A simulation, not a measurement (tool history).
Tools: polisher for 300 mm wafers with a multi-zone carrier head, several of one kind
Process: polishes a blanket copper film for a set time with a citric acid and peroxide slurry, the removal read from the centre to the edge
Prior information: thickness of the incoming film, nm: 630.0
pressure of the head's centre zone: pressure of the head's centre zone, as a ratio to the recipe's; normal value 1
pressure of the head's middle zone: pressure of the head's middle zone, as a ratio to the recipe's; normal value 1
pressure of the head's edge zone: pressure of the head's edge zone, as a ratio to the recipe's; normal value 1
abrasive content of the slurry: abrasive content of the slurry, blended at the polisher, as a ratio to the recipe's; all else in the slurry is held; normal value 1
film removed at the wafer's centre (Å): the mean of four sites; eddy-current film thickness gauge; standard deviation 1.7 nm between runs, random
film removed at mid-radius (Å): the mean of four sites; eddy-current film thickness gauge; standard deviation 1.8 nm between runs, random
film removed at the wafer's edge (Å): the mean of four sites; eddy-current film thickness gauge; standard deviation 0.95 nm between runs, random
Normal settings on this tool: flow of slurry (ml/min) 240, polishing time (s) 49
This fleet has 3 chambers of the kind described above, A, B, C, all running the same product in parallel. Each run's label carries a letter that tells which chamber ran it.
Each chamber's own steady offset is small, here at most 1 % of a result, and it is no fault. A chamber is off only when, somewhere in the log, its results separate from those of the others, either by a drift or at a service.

run   hour  flow of slurry (ml/min)  pressure of the head's centre zone  pressure of the head's middle zone  pressure of the head's edge zone  abrasive content of the slurry  polishing time (s)  wafers polished on this pad  hours since the slurry nozzle was cleaned  hours since the centre zone pressure was calibrated  hours since the edge zone pressure was calibrated  film removed at the wafer's centre (Å)  film removed at mid-radius (Å)  film removed at the wafer's edge (Å)
       4.3  -- chamber A: edge zone pressure recalibrated
 1B     11                      240                                   1                                   1                                 1                               1                  49                          278                                      273.8                                                431.1                                              174.5                                  1260.1                          1242.2                                1261.1
 2A   19.3                      240                                   1                                   1                                 1                               1                  49                          723                                      184.8                                                578.8                                               15.1                                  1242.4                          1242.7                                  1237
 3C   28.8                      240                                   1                                   1                                 1                               1                  49                          913                                      285.8                                                376.5                                                908                                  1236.1                          1230.9                                1288.8
      33.5  -- chamber C: centre zone pressure recalibrated
 4C   34.8                      240                                   1                                   1                                 1                               1                  49                          977                                      291.8                                                  1.3                                                914                                  1257.5                          1285.2                                1269.5
 5B   42.8                      240                                   1                                   1                                 1                               1                  49                          613                                      305.6                                                462.9                                              206.3                                  1256.8                          1236.8                                1221.6
      52.1  -- chamber C: worn pad replaced by a new one
 6A   53.7                      240                                   1                                   1                                 1                               1                  49                         1085                                      219.2                                                613.2                                               49.5                                  1229.2                          1234.4                                1245.6
 7A   60.5                      240                                   1                                   1                                 1                               1                  49                         1156                                        226                                                  620                                               56.3                                  1220.7                          1273.8                                1254.2
 8B   66.6                      240                                   1                                   1                                 1                               1                  49                          863                                      329.4                                                486.7                                              230.1                                  1225.8                          1253.1                                1252.6
 9C   77.6                      240                                   1                                   1                                 1                               1                  49                          269                                      334.6                                                 44.1                                              956.8                                  1265.1                          1233.7                                1266.9
10A   89.2                      240                                   1                                   1                                 1                               1                  49                         1458                                      254.7                                                648.7                                                 85                                  1229.6                          1206.1                                1220.4
      92.1  -- chamber C: slurry nozzle cleaned
11C   96.4                      240                                   1                                   1                                 1                               1                  49                          466                                        4.3                                                 62.9                                              975.6                                  1265.7                          1264.1                                1273.9
12B    103                      240                                   1                                   1                                 1                               1                  49                         1246                                      365.8                                                523.1                                              266.5                                  1229.5                          1230.6                                1230.6
     110.7  -- chamber B: worn pad replaced by a new one
13A  113.7                      240                                   1                                   1                              0.96                               1                  49                         1716                                      279.2                                                673.2                                              109.5                                  1167.8                          1206.6                                1183.1
14C  120.2                      240                                   1                                   1                              0.96                               1                  49                          717                                       28.1                                                 86.7                                              999.4                                  1240.9                          1269.8                                1237.9
15B  126.4                      240                                   1                                   1                              0.96                               1                  49                          165                                      389.2                                                546.5                                              289.9                                  1239.2                          1243.1                                1224.2
16B  132.5                      240                                   1                                   1                                 1                               1                  49                          229                                      395.3                                                552.6                                                296                                  1244.8                          1229.8                                1243.2
17A    144                      240                                   1                                   1                                 1                               1                  49                         2034                                      309.5                                                703.5                                              139.8                                  1183.7                          1196.1                                1204.7
18C  150.6                      240                                   1                                   1                                 1                               1                  49                         1037                                       58.5                                                117.1                                             1029.8                                    1255                            1276                                1252.7
19B  157.6                      240                                   1                                   1                                 1                               1                  42                          493                                      420.4                                                577.7                                              321.1                                  1054.9                          1064.8                                1070.9
20A  163.8                      240                                   1                                   1                                 1                               1                  42                         2243                                      329.3                                                723.3                                              159.6                                  991.54                          1031.6                                1011.9
21C  172.1                      240                                   1                                   1                                 1                               1                  42                         1263                                         80                                                138.6                                             1051.3                                  1078.4                          1074.5                                1080.2
       173  -- chamber C: worn pad replaced by a new one
22A  178.4                      240                                   1                                   1                                 1                             1.3                  49                         2396                                      343.9                                                737.9                                              174.2                                  1209.3                          1233.3                                1231.4
     182.1  -- chamber A: centre zone pressure recalibrated
23B  188.7                      240                                   1                                   1                                 1                             1.3                  49                          820                                      451.5                                                608.8                                              352.2                                    1292                          1299.5                                1294.7
24C  198.5                      240                                   1                                   1                                 1                             1.3                  49                          268                                      106.4                                                  165                                             1077.7                                  1360.5                          1356.4                                  1320
25A  205.1                      240                                   1                                   1                                 1                               1                  49                         2677                                      370.6                                                   23                                              200.9                                    1146                            1171                                1138.6

Read the log: is a single chamber off, either drifting away or since a service, is the gauge that measures every chamber drifting, or is nothing wrong beyond small per-chamber offsets? Name any odd chamber and what most likely caused it.

One chamber, A, drifts off from the rest bit by bit.
Cause: removal rate lost through wear of the pad, % = 8.57.
The log may not separate it from: slurry flow missing at the pad, %.

Here are 4 candidates for chamber A's next run, each the usual settings with a change, their results left as question marks. Which one brings its results back in line with what the others give on the usual settings?
In line means no further than this from the other chambers' mean on the usual settings: film removed at the wafer's centre (Å) 59; film removed at mid-radius (Å) 62; film removed at the wafer's edge (Å) 33
26A-1  213.8                      240                                   1                                   1                              0.99                               1                  45                                                                                                                                                                                                                       ?                               ?                                     ?
26A-2  213.8                      240                                   1                                   1                              1.01                               1                  53                                                                                                                                                                                                                       ?                               ?                                     ?
26A-3  213.8                      240                                   1                                   1                                 1                               1                  51                                                                                                                                                                                                                       ?                               ?                                     ?
26A-4  213.8                      240                                   1                                   1                                 1                               1                  47                                                                                                                                                                                                                       ?                               ?                                     ?

Other chambers, usual settings, mean: film removed at the wafer's centre (Å) 1249.3; film removed at mid-radius (Å) 1246.5; film removed at the wafer's edge (Å) 1254.7
  run  film removed at the wafer's centre (Å)  film removed at mid-radius (Å)  film removed at the wafer's edge (Å)
26A-1                                  1058.9                          1051.3                                1048.8
26A-2                                  1247.2                          1238.2                                1248.5
26A-3                                  1200.1                          1191.5                                  1195
26A-4                                    1106                            1098                                1101.3
The answer is 26A-2, which returns the chamber to within the allowed miss of the others.
